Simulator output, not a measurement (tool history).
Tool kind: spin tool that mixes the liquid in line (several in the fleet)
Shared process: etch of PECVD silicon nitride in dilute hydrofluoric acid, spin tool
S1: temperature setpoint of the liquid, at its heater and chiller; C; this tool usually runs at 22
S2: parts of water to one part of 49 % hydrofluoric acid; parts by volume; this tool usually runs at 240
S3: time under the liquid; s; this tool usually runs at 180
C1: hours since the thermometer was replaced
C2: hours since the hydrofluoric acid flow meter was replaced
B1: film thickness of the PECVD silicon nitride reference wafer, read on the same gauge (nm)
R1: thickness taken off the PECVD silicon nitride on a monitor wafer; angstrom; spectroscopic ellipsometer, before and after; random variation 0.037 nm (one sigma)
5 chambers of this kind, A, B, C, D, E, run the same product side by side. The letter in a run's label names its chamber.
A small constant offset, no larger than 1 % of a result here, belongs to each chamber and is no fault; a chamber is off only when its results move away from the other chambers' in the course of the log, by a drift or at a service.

run,hour,S1,S2,S3,C1,C2,B1,R1
1E,10.2,22,240,180,631.3,731.7,80.068,18.025
2B,18,22,240,180,1794.6,980.4,80.004,18.338
3D,33.6,22,240,180,222.5,1115.4,80.005,18.191
4A,44.4,22,240,180,47,236.4,80.016,17.965
5C,60,22,240,180,466.3,681.9,80.03,17.898
# hour 71.1: chamber D: hydrofluoric acid flow meter replaced
6E,71.5,22,185,180,692.6,793,80.008,23.314
# hour 72.6: chamber B: thermometer replaced
7A,87,22,185,180,89.6,279,80.004,25.178
8C,101.4,22,185,180,507.7,723.3,80.002,23.547
9B,116.1,22,185,180,43.6,1078.5,80.024,23.657
10D,128.5,22,185,180,317.4,57.4,80.035,23.733
11A,136.3,22,240,180,138.9,328.3,79.993,18.927
12E,151.5,22,240,180,772.6,873,80.025,18.494
13B,162.6,22,240,180,90.1,1125,79.954,18.253
14C,170.2,27,300,180,576.5,792.1,80.008,20.523
15D,185.4,27,300,180,374.3,114.3,80.015,19.962
16D,193.5,27,300,180,382.4,122.4,79.952,19.536
17A,207.5,27,300,180,210.1,399.5,79.995,19.998
18B,222.7,27,300,180,150.2,1185.1,79.995,20.306
19C,237.5,22,240,180,643.8,859.4,80.039,18.379
20E,250.7,22,240,180,871.8,972.2,79.993,19.137
21B,258.7,22,240,180,186.2,1221.1,79.985,18.259
22D,270.1,22,240,180,459,199,80.058,18.953
23A,279.4,22,350,180,282,471.4,79.967,12.277
24E,294.7,22,350,180,915.8,1016.2,80.049,13.736
25C,307.4,22,350,180,713.7,929.3,79.954,13.132
26E,319.2,22,350,180,940.3,1040.7,79.971,13.506
27C,330.7,22,350,180,737,952.6,79.986,12.571
28A,343,22,240,180,345.6,535,80.016,18.609
29D,355.6,22,240,180,544.5,284.5,79.995,17.776
# hour 361.9: chamber A: hydrofluoric acid flow meter replaced
30B,363.2,22,240,180,290.7,1325.6,80.015,19.292
31C,372.1,22,240,180,778.4,994,80.058,17.819
32B,379.7,22,240,180,307.2,1342.1,79.963,18.122
33A,393.7,22,240,180,396.3,31.9,79.97,18.079

Predict what each chamber gives when all 5 of them run the settings below next.
34A,404.9,22,280,180,,,,?
34B,404.9,22,280,180,,,,?
34C,404.9,22,280,180,,,,?
34D,404.9,22,280,180,,,,?
34E,404.9,22,280,180,,,,?

run,R1
34A,15.852
34B,16.186
34C,16.129
34D,16.501
34E,17.887

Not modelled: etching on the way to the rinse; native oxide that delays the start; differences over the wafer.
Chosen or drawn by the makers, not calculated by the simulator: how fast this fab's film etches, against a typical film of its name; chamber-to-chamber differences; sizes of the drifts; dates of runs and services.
